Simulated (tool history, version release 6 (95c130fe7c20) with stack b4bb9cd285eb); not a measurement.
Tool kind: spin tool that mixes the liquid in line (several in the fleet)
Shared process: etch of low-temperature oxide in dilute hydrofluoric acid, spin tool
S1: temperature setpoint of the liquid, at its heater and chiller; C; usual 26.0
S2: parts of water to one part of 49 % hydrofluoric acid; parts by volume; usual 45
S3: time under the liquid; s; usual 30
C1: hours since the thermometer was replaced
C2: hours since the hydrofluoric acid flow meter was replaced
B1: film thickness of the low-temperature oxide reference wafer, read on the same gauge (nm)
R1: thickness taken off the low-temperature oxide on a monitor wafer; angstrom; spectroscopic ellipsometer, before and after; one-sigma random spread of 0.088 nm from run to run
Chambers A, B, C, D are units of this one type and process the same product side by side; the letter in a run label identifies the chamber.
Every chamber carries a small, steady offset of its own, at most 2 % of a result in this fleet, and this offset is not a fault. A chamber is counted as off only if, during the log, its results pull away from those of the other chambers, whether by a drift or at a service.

run 1A day=0.379 | S1=26.0 S2=45 S3=30 | C1=371.3 C2=823.9 | B1=29.974 | R1=87.927
run 2B day=0.646 | S1=26.0 S2=45 S3=30 | C1=638.9 C2=226.6 | B1=30.017 | R1=88.435
run 3D day=1.033 | S1=26.0 S2=45 S3=30 | C1=714.9 C2=1523.9 | B1=30.002 | R1=90.406
run 4C day=1.229 | S1=26.0 S2=45 S3=30 | C1=1314.5 C2=323.7 | B1=30.022 | R1=89.519
run 5B day=1.608 | S1=26.0 S2=60 S3=40 | C1=662.0 C2=249.7 | B1=29.978 | R1=85.583
run 6C day=1.996 | S1=26.0 S2=60 S3=40 | C1=1332.9 C2=342.1 | B1=29.983 | R1=86.953
run 7A day=2.317 | S1=26.0 S2=60 S3=40 | C1=417.8 C2=870.4 | B1=29.983 | R1=88.583
run 8D day=2.625 | S1=26.0 S2=60 S3=40 | C1=753.1 C2=1562.1 | B1=29.998 | R1=88.430
run 9D day=2.825 | S1=26.0 S2=45 S3=30 | C1=757.9 C2=1566.9 | B1=30.002 | R1=90.615
run 10C day=3.096 | S1=26.0 S2=60 S3=15 | C1=1359.3 C2=368.5 | B1=30.008 | R1=32.678
run 11A day=3.379 | S1=26.0 S2=60 S3=15 | C1=443.3 C2=895.9 | B1=29.989 | R1=32.808
run 12B day=3.708 | S1=26.0 S2=60 S3=15 | C1=712.4 C2=300.1 | B1=30.017 | R1=32.170
run 13D day=3.879 | S1=26.0 S2=60 S3=15 | C1=783.2 C2=1592.2 | B1=30.008 | R1=33.580
run 14A day=4.158 | S1=26.0 S2=45 S3=30 | C1=462.0 C2=914.6 | B1=30.011 | R1=88.308
run 15B day=4.492 | S1=26.0 S2=45 S3=30 | C1=731.2 C2=318.9 | B1=29.990 | R1=90.021
run 16C day=4.871 | S1=27.5 S2=45 S3=20 | C1=1401.9 C2=411.1 | B1=29.965 | R1=61.014
run 17C day=5.096 | S1=27.5 S2=45 S3=20 | C1=1407.3 C2=416.5 | B1=29.999 | R1=61.318
run 18A day=5.300 | S1=27.5 S2=45 S3=20 | C1=489.4 C2=942.0 | B1=29.978 | R1=61.760
run 19D day=5.654 | S1=27.5 S2=45 S3=20 | C1=825.8 C2=1634.8 | B1=30.005 | R1=63.451
run 20B day=5.967 | S1=26.0 S2=45 S3=30 | C1=766.6 C2=354.3 | B1=30.025 | R1=90.054
-- day=6.288 chamber D: hydrofluoric acid flow meter replaced
run 21D day=6.329 | S1=26.0 S2=45 S3=30 | C1=842.0 C2=1.1 | B1=30.018 | R1=90.910
run 22A day=6.517 | S1=26.0 S2=45 S3=30 | C1=518.6 C2=971.2 | B1=29.968 | R1=88.465
run 23B day=6.846 | S1=26.0 S2=45 S3=30 | C1=787.7 C2=375.4 | B1=30.003 | R1=89.602
run 24C day=7.104 | S1=26.0 S2=60 S3=20 | C1=1455.5 C2=464.7 | B1=30.008 | R1=42.227
run 25C day=7.429 | S1=26.0 S2=60 S3=20 | C1=1463.3 C2=472.5 | B1=30.018 | R1=41.785
run 26A day=7.667 | S1=26.0 S2=60 S3=20 | C1=546.2 C2=998.8 | B1=29.976 | R1=44.566
run 27D day=7.850 | S1=26.0 S2=60 S3=20 | C1=878.5 C2=37.6 | B1=29.987 | R1=43.383
run 28B day=8.246 | S1=26.0 S2=45 S3=30 | C1=821.3 C2=409.0 | B1=30.006 | R1=89.119
run 29D day=8.579 | S1=26.0 S2=45 S3=30 | C1=896.0 C2=55.1 | B1=29.980 | R1=91.609
run 30C day=8.933 | S1=26.0 S2=45 S3=30 | C1=1499.4 C2=508.6 | B1=30.000 | R1=82.993
run 31B day=9.317 | S1=26.0 S2=45 S3=30 | C1=847.0 C2=434.7 | B1=29.963 | R1=89.657
run 32A day=9.638 | S1=26.0 S2=45 S3=30 | C1=593.5 C2=1046.1 | B1=30.011 | R1=87.527
run 33A day=9.942 | S1=26.0 S2=45 S3=30 | C1=600.8 C2=1053.4 | B1=30.023 | R1=88.342
run 34D day=10.196 | S1=26.0 S2=45 S3=30 | C1=934.8 C2=93.9 | B1=29.992 | R1=89.404
run 35B day=10.583 | S1=26.0 S2=45 S3=30 | C1=877.4 C2=465.1 | B1=30.009 | R1=89.532
run 36C day=10.842 | S1=26.0 S2=45 S3=30 | C1=1545.2 C2=554.4 | B1=30.006 | R1=81.555
-- day=10.854 chamber B: hydrofluoric acid flow meter replaced
run 37A day=11.058 | S1=26.0 S2=45 S3=30 | C1=627.6 C2=1080.2 | B1=29.989 | R1=88.950
run 38D day=11.258 | S1=26.0 S2=45 S3=30 | C1=960.3 C2=119.4 | B1=30.024 | R1=91.392
run 39C day=11.496 | S1=26.0 S2=45 S3=30 | C1=1560.9 C2=570.1 | B1=29.992 | R1=82.529
run 40B day=11.800 | S1=26.0 S2=45 S3=30 | C1=906.6 C2=22.7 | B1=29.990 | R1=88.653
run 41B day=12.004 | S1=26.0 S2=45 S3=30 | C1=911.5 C2=27.6 | B1=30.018 | R1=88.695

Predict what each chamber gives when all 4 of them run the settings below next.
run 42A day=12.292 | S1=26.0 S2=45 S3=20 | R1=?
run 42B day=12.292 | S1=26.0 S2=45 S3=20 | R1=?
run 42C day=12.292 | S1=26.0 S2=45 S3=20 | R1=?
run 42D day=12.292 | S1=26.0 S2=45 S3=20 | R1=?

run=42A R1=58.329
run=42B R1=59.983
run=42C R1=53.863
run=42D R1=59.665
